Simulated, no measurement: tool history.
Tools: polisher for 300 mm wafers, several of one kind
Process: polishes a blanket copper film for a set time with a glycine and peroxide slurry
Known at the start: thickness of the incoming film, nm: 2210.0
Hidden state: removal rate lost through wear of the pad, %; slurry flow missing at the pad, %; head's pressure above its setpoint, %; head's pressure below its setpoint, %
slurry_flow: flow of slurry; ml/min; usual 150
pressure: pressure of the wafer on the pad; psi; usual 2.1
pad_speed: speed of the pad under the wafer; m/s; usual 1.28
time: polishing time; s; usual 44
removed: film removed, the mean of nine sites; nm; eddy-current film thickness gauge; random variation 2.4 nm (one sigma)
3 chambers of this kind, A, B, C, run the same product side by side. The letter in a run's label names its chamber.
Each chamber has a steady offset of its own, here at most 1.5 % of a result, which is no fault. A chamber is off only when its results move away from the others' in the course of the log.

| run | hour | slurry_flow | pressure | pad_speed | time | wafers polished on this pad | hours since the slurry nozzle was cleaned | hours since the head pressure was calibrated | removed |
|---|---|---|---|---|---|---|---|---|---|
| 1C | 6.4 | 150 | 2.1 | 1.28 | 44 | 64 | 327.0 | 386.1 | 243.71 |
| 2B | 11.7 | 150 | 2.1 | 1.28 | 44 | 1134 | 207.6 | 23.3 | 232.68 |
| 3A | 21.1 | 150 | 2.1 | 1.28 | 44 | 166 | 268.1 | 167.3 | 235.59 |
| 4C | 27.5 | 150 | 2.1 | 1.28 | 44 | 202 | 348.1 | 407.2 | 237.55 |
|  | 34.9 | chamber B: worn pad replaced by a new one |
| 5A | 35.5 | 150 | 2.1 | 1.28 | 44 | 260 | 282.5 | 181.7 | 240.55 |
| 6B | 40.3 | 150 | 2.1 | 1.28 | 44 | 35 | 236.2 | 51.9 | 233.41 |
| 7A | 44.9 | 150 | 2.1 | 1.28 | 44 | 321 | 291.9 | 191.1 | 240.36 |
| 8C | 54.1 | 150 | 2.1 | 1.28 | 44 | 375 | 374.7 | 433.8 | 233.89 |
| 9B | 59.9 | 150 | 2.1 | 1.28 | 44 | 163 | 255.8 | 71.5 | 234.31 |
| 10A | 66.9 | 150 | 2.1 | 1.28 | 44 | 464 | 313.9 | 213.1 | 241.05 |
| 11B | 75.4 | 150 | 2.1 | 1.28 | 44 | 264 | 271.3 | 87.0 | 235.12 |
| 12C | 80.5 | 150 | 2.1 | 1.28 | 52 | 547 | 401.1 | 460.2 | 275.74 |
|  | 85.7 | chamber C: worn pad replaced by a new one |
| 13C | 88.2 | 150 | 2.1 | 1.28 | 52 | 16 | 408.8 | 467.9 | 278.21 |
| 14B | 95.6 | 150 | 2.1 | 1.28 | 52 | 396 | 291.5 | 107.2 | 276.83 |
| 15A | 102.6 | 150 | 2.1 | 1.28 | 44 | 697 | 349.6 | 248.8 | 234.26 |
| 16B | 108.3 | 150 | 2.1 | 1.28 | 44 | 478 | 304.2 | 119.9 | 238.49 |
| 17A | 115.3 | 150 | 2.1 | 1.28 | 44 | 780 | 362.3 | 261.5 | 242.63 |
| 18C | 124.9 | 190 | 2.1 | 1.28 | 31 | 255 | 445.5 | 504.6 | 169.99 |
| 19A | 131.9 | 190 | 2.1 | 1.28 | 31 | 888 | 378.9 | 278.1 | 175.27 |
| 20C | 141.0 | 190 | 2.1 | 1.28 | 31 | 360 | 461.6 | 520.7 | 169.55 |
|  | 150.2 | chamber C: head pressure recalibrated |
| 21B | 150.3 | 150 | 2.1 | 1.28 | 44 | 752 | 346.2 | 161.9 | 235.68 |
| 22B | 158.3 | 150 | 2.1 | 1.28 | 44 | 804 | 354.2 | 169.9 | 235.94 |
| 23A | 167.6 | 150 | 2.1 | 1.28 | 44 | 1121 | 414.6 | 313.8 | 242.00 |
|  | 168.2 | chamber C: worn pad replaced by a new one |
| 24C | 172.7 | 120 | 2.1 | 1.28 | 58 | 29 | 493.3 | 22.5 | 285.81 |
|  | 174.9 | chamber A: worn pad replaced by a new one |
| 25A | 180.5 | 120 | 2.1 | 1.28 | 58 | 37 | 427.5 | 326.7 | 306.90 |
| 26C | 185.3 | 120 | 2.1 | 1.28 | 58 | 111 | 505.9 | 35.1 | 284.23 |
| 27B | 193.2 | 150 | 2.1 | 1.28 | 44 | 1032 | 389.1 | 204.8 | 234.03 |
| 28B | 200.8 | 125 | 2.1 | 1.28 | 44 | 1081 | 396.7 | 212.4 | 228.69 |
|  | 207.1 | chamber A: head pressure recalibrated |
| 29A | 207.7 | 125 | 2.1 | 1.28 | 44 | 214 | 454.7 | 0.7 | 229.87 |
| 30C | 213.4 | 125 | 2.1 | 1.28 | 44 | 294 | 534.0 | 63.2 | 218.10 |
| 31A | 219.6 | 150 | 2.1 | 1.28 | 44 | 291 | 466.6 | 12.6 | 238.36 |
|  | 221.2 | chamber B: worn pad replaced by a new one |
| 32C | 226.2 | 150 | 2.1 | 1.28 | 44 | 377 | 546.8 | 76.0 | 224.35 |
| 33B | 235.9 | 150 | 2.1 | 1.28 | 44 | 96 | 431.8 | 247.5 | 238.82 |
| 34B | 242.5 | 150 | 2.1 | 1.28 | 44 | 139 | 438.4 | 254.1 | 233.74 |
| 35C | 252.3 | 190 | 2.1 | 1.28 | 55 | 548 | 572.9 | 102.1 | 292.35 |
|  | 253.9 | chamber C: worn pad replaced by a new one |
| 36A | 261.9 | 190 | 2.1 | 1.28 | 55 | 567 | 508.9 | 54.9 | 304.42 |
| 37B | 266.4 | 190 | 2.1 | 1.28 | 55 | 295 | 462.3 | 278.0 | 310.85 |
| 38C | 275.9 | 150 | 2.1 | 1.28 | 44 | 143 | 596.5 | 125.7 | 220.51 |
| 39A | 285.2 | 150 | 2.1 | 1.28 | 44 | 719 | 532.2 | 78.2 | 238.54 |
| 40A | 294.8 | 150 | 2.1 | 1.28 | 44 | 781 | 541.8 | 87.8 | 237.96 |

What goes on in this fleet: one chamber off, a drifting gauge, or nothing beyond the chambers' own small offsets? Name the chamber and the cause, if any.

Chamber C drifts away from the others.
Cause: slurry flow missing at the pad, % = 34.3.

Here are 4 candidates for chamber C's next run, each the usual settings with a change, their results left as question marks. Which one brings its results back in line with what the others give on the usual settings?
In line means no further than this from the other chambers' mean on the usual settings: removed 8.20 nm
| 41C-1 | 302.0 | 150 | 2.1 | 1.28 | 38 |  |  |  | ? |
| 41C-2 | 302.0 | 150 | 2.2 | 1.32 | 45 |  |  |  | ? |
| 41C-3 | 302.0 | 145 | 2.1 | 1.18 | 44 |  |  |  | ? |
| 41C-4 | 302.0 | 150 | 2.2 | 1.34 | 47 |  |  |  | ? |

The other chambers' mean on the usual settings: removed 235.76 nm
| run | removed |
|---|---|
| 41C-1 | 188.19 |
| 41C-2 | 237.64 |
| 41C-3 | 202.03 |
| 41C-4 | 251.37 |
41C-2 brings the chamber back in line.

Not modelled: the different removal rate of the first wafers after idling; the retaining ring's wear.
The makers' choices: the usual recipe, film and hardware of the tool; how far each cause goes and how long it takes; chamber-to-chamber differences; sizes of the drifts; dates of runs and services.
